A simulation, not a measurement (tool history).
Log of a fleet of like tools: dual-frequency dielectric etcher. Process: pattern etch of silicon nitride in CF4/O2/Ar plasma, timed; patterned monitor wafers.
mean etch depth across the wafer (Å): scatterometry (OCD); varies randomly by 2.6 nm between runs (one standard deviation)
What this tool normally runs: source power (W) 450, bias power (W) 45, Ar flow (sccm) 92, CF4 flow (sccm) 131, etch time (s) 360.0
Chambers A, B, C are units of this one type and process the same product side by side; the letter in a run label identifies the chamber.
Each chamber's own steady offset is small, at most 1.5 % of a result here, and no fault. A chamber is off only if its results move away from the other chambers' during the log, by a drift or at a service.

run,hour,source power (W),bias power (W),Ar flow (sccm),CF4 flow (sccm),etch time (s),hours since the last wet clean,hours since the last source power generator calibration,hours since the last bias power generator calibration,hours since the last Ar flow controller change,hours since the last CF4 flow controller change,"read-back reference wafer on the same gauge, depth_nm",mean etch depth across the wafer (Å)
1C,4.0,450,45,92,131,360.0,290.6,2462.8,561.2,3204.9,2692.9,624.90,6317.4
# hour 4.2: chamber C: source power generator calibrated
2A,10.1,450,45,92,131,360.0,425.2,898.1,361.7,1060.5,744.4,625.23,6326.2
3B,17.3,450,45,92,131,360.0,71.7,2144.1,450.6,562.8,2319.3,624.54,6186.5
4A,25.5,450,45,92,131,360.0,440.6,913.5,377.1,1075.9,759.8,624.96,6260.3
5C,33.4,450,35,92,160,360.0,320.0,29.2,590.6,3234.3,2722.3,625.03,5941.0
6B,40.5,450,35,92,160,360.0,94.9,2167.3,473.8,586.0,2342.5,624.97,5843.0
7C,45.6,450,35,92,160,360.0,332.2,41.4,602.8,3246.5,2734.5,625.29,5984.4
8B,53.8,450,45,92,105,446.5,108.2,2180.6,487.1,599.3,2355.8,625.15,7503.1
9A,61.9,450,45,92,105,446.5,477.0,949.9,413.5,1112.3,796.2,625.39,7630.1
10B,69.8,450,45,92,105,446.5,124.2,2196.6,503.1,615.3,2371.8,624.94,7553.8
11C,75.1,450,45,92,131,360.0,361.7,70.9,632.3,3276.0,2764.0,625.27,6363.9
12A,81.9,450,45,92,131,360.0,497.0,969.9,433.5,1132.3,816.2,625.59,6310.2
13B,89.1,450,45,92,131,360.0,143.5,2215.9,522.4,634.6,2391.1,625.11,6231.4
14C,94.7,450,45,113,111,360.0,381.3,90.5,651.9,3295.6,2783.6,624.68,6060.5
15A,102.4,450,45,113,111,360.0,517.5,990.4,454.0,1152.8,836.7,624.91,6037.6
16C,106.8,450,45,113,111,360.0,393.4,102.6,664.0,3307.7,2795.7,625.06,6043.5
17B,114.6,450,45,92,131,360.0,169.0,2241.4,547.9,660.1,2416.6,624.40,6232.0
18A,120.1,450,45,92,131,360.0,535.2,1008.1,471.7,1170.5,854.4,625.21,6303.4
19B,124.0,450,45,92,131,360.0,178.4,2250.8,557.3,669.5,2426.0,624.99,6207.8
20C,128.7,450,45,92,131,360.0,415.3,124.5,685.9,3329.6,2817.6,624.77,6322.1
21A,132.3,450,45,92,131,360.0,547.4,1020.3,483.9,1182.7,866.6,624.89,6297.5
# hour 133.0: chamber C: CF4 flow controller replaced
22A,137.3,450,45,92,131,360.0,552.4,1025.3,488.9,1187.7,871.6,624.42,6316.4
23B,144.5,450,45,92,131,360.0,198.9,2271.3,577.8,690.0,2446.5,624.76,6240.3
24C,149.3,450,45,92,131,360.0,435.9,145.1,706.5,3350.2,16.4,624.76,6332.1
25C,155.7,450,45,92,131,360.0,442.3,151.5,712.9,3356.6,22.8,625.24,6345.2
26B,162.8,450,45,69,157,360.0,217.2,2289.6,596.1,708.3,2464.8,625.12,6520.4
27A,171.0,450,45,69,157,360.0,586.1,1059.0,522.6,1221.4,905.3,625.41,6589.6
28B,177.1,450,45,69,157,360.0,231.5,2303.9,610.4,722.6,2479.1,625.16,6526.4
29A,182.7,540,45,92,145,360.0,597.8,1070.7,534.3,1233.1,917.0,625.02,7465.1
30C,190.7,540,45,92,145,360.0,477.3,186.5,747.9,3391.6,57.8,625.09,7504.8
# hour 195.4: chamber A: wet clean of the chamber
31C,195.4,540,45,92,145,360.0,482.0,191.2,752.6,3396.3,62.5,625.68,7518.9
32B,199.9,450,45,92,131,360.0,254.3,2326.7,633.2,745.4,2501.9,625.34,6249.5
33A,205.7,450,40,92,131,436.5,10.4,1093.7,557.3,1256.1,940.0,624.41,7336.8
34C,213.6,450,40,92,131,436.5,500.2,209.4,770.8,3414.5,80.7,625.72,7386.8

Does one chamber stand apart from the rest, does the shared gauge drift, or is all well apart from small per-chamber offsets? Give the chamber and the most likely cause, where there is one.

Neither any chamber nor the gauge drifts; the chambers differ only by their own small, steady offsets.
